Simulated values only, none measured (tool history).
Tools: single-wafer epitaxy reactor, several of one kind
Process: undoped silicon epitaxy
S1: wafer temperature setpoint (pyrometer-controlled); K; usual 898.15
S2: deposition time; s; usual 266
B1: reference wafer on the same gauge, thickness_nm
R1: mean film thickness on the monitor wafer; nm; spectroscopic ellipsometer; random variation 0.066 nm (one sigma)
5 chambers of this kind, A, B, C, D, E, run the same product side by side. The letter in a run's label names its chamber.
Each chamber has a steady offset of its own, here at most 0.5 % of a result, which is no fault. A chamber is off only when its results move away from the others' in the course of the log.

{"run": "1C", "hour": 7.5, "S1": 898.15, "S2": 266, "B1": 26.509, "R1": 25.689}
{"run": "2A", "hour": 22.2, "S1": 898.15, "S2": 266, "B1": 26.517, "R1": 25.469}
{"run": "3D", "hour": 34.8, "S1": 898.15, "S2": 266, "B1": 26.501, "R1": 25.503}
{"run": "4E", "hour": 49.8, "S1": 898.15, "S2": 266, "B1": 26.496, "R1": 25.452}
{"run": "5B", "hour": 64.0, "S1": 898.15, "S2": 266, "B1": 26.519, "R1": 25.577}
{"run": "6C", "hour": 72.0, "S1": 898.15, "S2": 266, "B1": 26.487, "R1": 25.619}
{"run": "7E", "hour": 78.9, "S1": 898.15, "S2": 266, "B1": 26.485, "R1": 25.512}
{"run": "8B", "hour": 87.4, "S1": 898.15, "S2": 266, "B1": 26.507, "R1": 25.476}
{"run": "9A", "hour": 97.2, "S1": 898.15, "S2": 266, "B1": 26.503, "R1": 25.591}
{"run": "10D", "hour": 104.0, "S1": 898.15, "S2": 266, "B1": 26.514, "R1": 25.589}
{"run": "11A", "hour": 116.8, "S1": 898.15, "S2": 266, "B1": 26.484, "R1": 25.508}
{"run": "12C", "hour": 130.9, "S1": 898.15, "S2": 266, "B1": 26.485, "R1": 25.592}
{"run": "13B", "hour": 142.7, "S1": 898.15, "S2": 266, "B1": 26.505, "R1": 25.449}
{"run": "14E", "hour": 156.3, "S1": 898.15, "S2": 266, "B1": 26.489, "R1": 25.413}
{"run": "15D", "hour": 163.0, "S1": 898.15, "S2": 266, "B1": 26.499, "R1": 25.559}
{"run": "16D", "hour": 177.9, "S1": 898.15, "S2": 266, "B1": 26.498, "R1": 25.56}
{"run": "17C", "hour": 192.4, "S1": 898.15, "S2": 266, "B1": 26.501, "R1": 25.555}
{"run": "18B", "hour": 200.4, "S1": 898.15, "S2": 239, "B1": 26.517, "R1": 22.91}
{"run": "19A", "hour": 208.8, "S1": 898.15, "S2": 239, "B1": 26.499, "R1": 22.905}
{"run": "20E", "hour": 215.4, "S1": 898.15, "S2": 239, "B1": 26.493, "R1": 22.889}
{"hour": 222.5, "done": "chamber E: pyrometer calibrated"}
{"hour": 225.2, "done": "chamber A: pyrometer calibrated"}
{"run": "21C", "hour": 226.9, "S1": 898.15, "S2": 239, "B1": 26.499, "R1": 22.892}
{"run": "22A", "hour": 242.0, "S1": 898.15, "S2": 239, "B1": 26.502, "R1": 22.427}
{"run": "23E", "hour": 252.6, "S1": 898.15, "S2": 266, "B1": 26.523, "R1": 25.541}
{"run": "24B", "hour": 260.6, "S1": 898.15, "S2": 266, "B1": 26.495, "R1": 25.435}
{"run": "25D", "hour": 269.7, "S1": 898.15, "S2": 266, "B1": 26.485, "R1": 25.485}
{"run": "26B", "hour": 279.5, "S1": 898.15, "S2": 266, "B1": 26.516, "R1": 25.576}
{"run": "27A", "hour": 287.0, "S1": 898.15, "S2": 266, "B1": 26.487, "R1": 24.918}
{"run": "28E", "hour": 299.9, "S1": 898.15, "S2": 266, "B1": 26.505, "R1": 25.495}
{"run": "29D", "hour": 310.6, "S1": 898.15, "S2": 266, "B1": 26.491, "R1": 25.557}
{"run": "30C", "hour": 323.0, "S1": 898.15, "S2": 266, "B1": 26.506, "R1": 25.577}
{"run": "31B", "hour": 336.9, "S1": 898.15, "S2": 266, "B1": 26.495, "R1": 25.548}
{"run": "32D", "hour": 348.3, "S1": 898.15, "S2": 266, "B1": 26.513, "R1": 25.581}
{"run": "33A", "hour": 360.4, "S1": 898.15, "S2": 266, "B1": 26.508, "R1": 24.839}
{"run": "34C", "hour": 367.4, "S1": 898.15, "S2": 266, "B1": 26.51, "R1": 25.634}
{"run": "35E", "hour": 379.0, "S1": 884.15, "S2": 289, "B1": 26.496, "R1": 19.998}
{"run": "36A", "hour": 391.8, "S1": 884.15, "S2": 289, "B1": 26.509, "R1": 19.56}
{"run": "37C", "hour": 405.3, "S1": 884.15, "S2": 289, "B1": 26.494, "R1": 19.963}
{"run": "38B", "hour": 413.6, "S1": 884.15, "S2": 289, "B1": 26.489, "R1": 20.062}
{"run": "39E", "hour": 427.7, "S1": 884.15, "S2": 289, "B1": 26.495, "R1": 20.043}
{"run": "40D", "hour": 441.7, "S1": 898.15, "S2": 266, "B1": 26.511, "R1": 25.487}
{"run": "41B", "hour": 456.4, "S1": 898.15, "S2": 266, "B1": 26.496, "R1": 25.583}

What goes on in this fleet: one chamber off, a drifting gauge, or nothing beyond the chambers' own small offsets? Name the chamber and the cause, if any.

A service left chamber A off against the others.
Cause: wafer temperature below the value expected at the setpoint (K) = 1.22.

Here are 4 candidates for chamber A's next run, each the usual settings with a change, their results left as question marks. Which one brings its results back in line with what the others give on the usual settings?
In line means no further than this from the other chambers' mean on the usual settings: R1 0.23 nm
{"run": "42A-1", "hour": 467.3, "S1": 898.15, "S2": 263, "R1": "?"}
{"run": "42A-2", "hour": 467.3, "S1": 898.15, "S2": 269, "R1": "?"}
{"run": "42A-3", "hour": 467.3, "S1": 897.15, "S2": 264, "R1": "?"}
{"run": "42A-4", "hour": 467.3, "S1": 898.15, "S2": 273, "R1": "?"}

The other chambers' mean on the usual settings: R1 25.533 nm
run=42A-1 R1=24.593
run=42A-2 R1=25.154
run=42A-3 R1=24.131
run=42A-4 R1=25.528
42A-4 brings the chamber back in line.

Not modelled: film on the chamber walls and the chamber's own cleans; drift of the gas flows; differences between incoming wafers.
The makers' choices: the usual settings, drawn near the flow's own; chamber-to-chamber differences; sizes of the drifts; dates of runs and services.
